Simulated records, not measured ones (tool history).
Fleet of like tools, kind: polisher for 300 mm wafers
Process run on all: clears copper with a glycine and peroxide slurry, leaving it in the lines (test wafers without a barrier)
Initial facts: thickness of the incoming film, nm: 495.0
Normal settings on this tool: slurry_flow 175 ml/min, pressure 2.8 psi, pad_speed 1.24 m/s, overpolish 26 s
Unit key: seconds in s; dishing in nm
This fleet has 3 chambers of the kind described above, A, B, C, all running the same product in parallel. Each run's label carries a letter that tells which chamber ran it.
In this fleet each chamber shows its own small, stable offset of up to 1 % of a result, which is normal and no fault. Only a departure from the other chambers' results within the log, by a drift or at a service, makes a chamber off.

{"run": "1B", "day": 0.154, "slurry_flow": 175, "pressure": 2.8, "pad_speed": 1.24, "overpolish": 26, "seconds": 72.437, "dishing": 82.827}
{"run": "2A", "day": 0.279, "slurry_flow": 175, "pressure": 2.8, "pad_speed": 1.24, "overpolish": 26, "seconds": 73.641, "dishing": 79.097}
{"day": 0.375, "done": "chamber A: worn pad replaced by a new one"}
{"run": "3C", "day": 0.483, "slurry_flow": 175, "pressure": 2.8, "pad_speed": 1.24, "overpolish": 26, "seconds": 74.991, "dishing": 84.641}
{"run": "4C", "day": 0.683, "slurry_flow": 175, "pressure": 2.8, "pad_speed": 1.24, "overpolish": 26, "seconds": 73.546, "dishing": 80.274}
{"run": "5B", "day": 0.933, "slurry_flow": 175, "pressure": 2.8, "pad_speed": 1.24, "overpolish": 26, "seconds": 74.281, "dishing": 78.805}
{"run": "6A", "day": 1.1, "slurry_flow": 175, "pressure": 2.8, "pad_speed": 1.24, "overpolish": 26, "seconds": 74.086, "dishing": 81.768}
{"run": "7C", "day": 1.296, "slurry_flow": 175, "pressure": 2.8, "pad_speed": 1.24, "overpolish": 26, "seconds": 74.067, "dishing": 79.504}
{"run": "8A", "day": 1.504, "slurry_flow": 175, "pressure": 2.8, "pad_speed": 1.24, "overpolish": 26, "seconds": 74.24, "dishing": 83.992}
{"run": "9B", "day": 1.717, "slurry_flow": 175, "pressure": 2.8, "pad_speed": 1.24, "overpolish": 26, "seconds": 72.582, "dishing": 79.95}
{"run": "10B", "day": 1.942, "slurry_flow": 175, "pressure": 2.8, "pad_speed": 1.24, "overpolish": 26, "seconds": 72.584, "dishing": 81.365}
{"run": "11A", "day": 2.079, "slurry_flow": 175, "pressure": 2.8, "pad_speed": 1.24, "overpolish": 26, "seconds": 74.034, "dishing": 80.334}
{"run": "12C", "day": 2.288, "slurry_flow": 175, "pressure": 2.8, "pad_speed": 1.24, "overpolish": 26, "seconds": 74.271, "dishing": 83.03}
{"day": 2.392, "done": "chamber C: worn pad replaced by a new one"}
{"run": "13A", "day": 2.425, "slurry_flow": 175, "pressure": 2.8, "pad_speed": 1.24, "overpolish": 26, "seconds": 73.76, "dishing": 80.611}
{"run": "14B", "day": 2.571, "slurry_flow": 215, "pressure": 2.8, "pad_speed": 0.96, "overpolish": 26, "seconds": 89.836, "dishing": 73.733}
{"run": "15C", "day": 2.704, "slurry_flow": 215, "pressure": 2.8, "pad_speed": 0.96, "overpolish": 26, "seconds": 88.333, "dishing": 74.971}
{"day": 2.846, "done": "chamber A: worn pad replaced by a new one"}
{"run": "16B", "day": 2.904, "slurry_flow": 215, "pressure": 2.8, "pad_speed": 0.96, "overpolish": 26, "seconds": 91.903, "dishing": 76.192}
{"run": "17C", "day": 3.112, "slurry_flow": 175, "pressure": 2.8, "pad_speed": 1.24, "overpolish": 26, "seconds": 74.651, "dishing": 79.871}
{"run": "18A", "day": 3.342, "slurry_flow": 175, "pressure": 2.8, "pad_speed": 1.24, "overpolish": 26, "seconds": 75.343, "dishing": 84.283}
{"run": "19A", "day": 3.521, "slurry_flow": 175, "pressure": 2.8, "pad_speed": 1.24, "overpolish": 26, "seconds": 74.114, "dishing": 82.745}
{"run": "20B", "day": 3.662, "slurry_flow": 220, "pressure": 2.8, "pad_speed": 1.24, "overpolish": 13, "seconds": 75.533, "dishing": 51.903}
{"run": "21C", "day": 3.808, "slurry_flow": 220, "pressure": 2.8, "pad_speed": 1.24, "overpolish": 13, "seconds": 71.496, "dishing": 54.266}
{"run": "22A", "day": 3.954, "slurry_flow": 220, "pressure": 2.8, "pad_speed": 1.24, "overpolish": 13, "seconds": 71.815, "dishing": 53.888}
{"run": "23B", "day": 4.2, "slurry_flow": 175, "pressure": 2.8, "pad_speed": 1.24, "overpolish": 26, "seconds": 80.158, "dishing": 81.854}
{"run": "24C", "day": 4.438, "slurry_flow": 175, "pressure": 2.8, "pad_speed": 1.24, "overpolish": 26, "seconds": 74.413, "dishing": 83.286}
{"run": "25C", "day": 4.604, "slurry_flow": 175, "pressure": 2.8, "pad_speed": 1.24, "overpolish": 26, "seconds": 73.867, "dishing": 80.241}
{"day": 4.833, "done": "chamber A: worn pad replaced by a new one"}
{"run": "26B", "day": 4.842, "slurry_flow": 175, "pressure": 2.8, "pad_speed": 1.24, "overpolish": 26, "seconds": 81.508, "dishing": 74.244}
{"run": "27A", "day": 5.042, "slurry_flow": 175, "pressure": 2.8, "pad_speed": 1.24, "overpolish": 26, "seconds": 74.276, "dishing": 80.555}

All chambers now run identical settings, listed one chamber a line with results as question marks. What results will each chamber show?
{"run": "28A", "day": 5.221, "slurry_flow": 175, "pressure": 2.8, "pad_speed": 1.24, "overpolish": 26, "seconds": "?", "dishing": "?"}
{"run": "28B", "day": 5.221, "slurry_flow": 175, "pressure": 2.8, "pad_speed": 1.24, "overpolish": 26, "seconds": "?", "dishing": "?"}
{"run": "28C", "day": 5.221, "slurry_flow": 175, "pressure": 2.8, "pad_speed": 1.24, "overpolish": 26, "seconds": "?", "dishing": "?"}

run=28A seconds=72.802 dishing=86.311
run=28B seconds=82.155 dishing=78.608
run=28C seconds=75.204 dishing=79.404
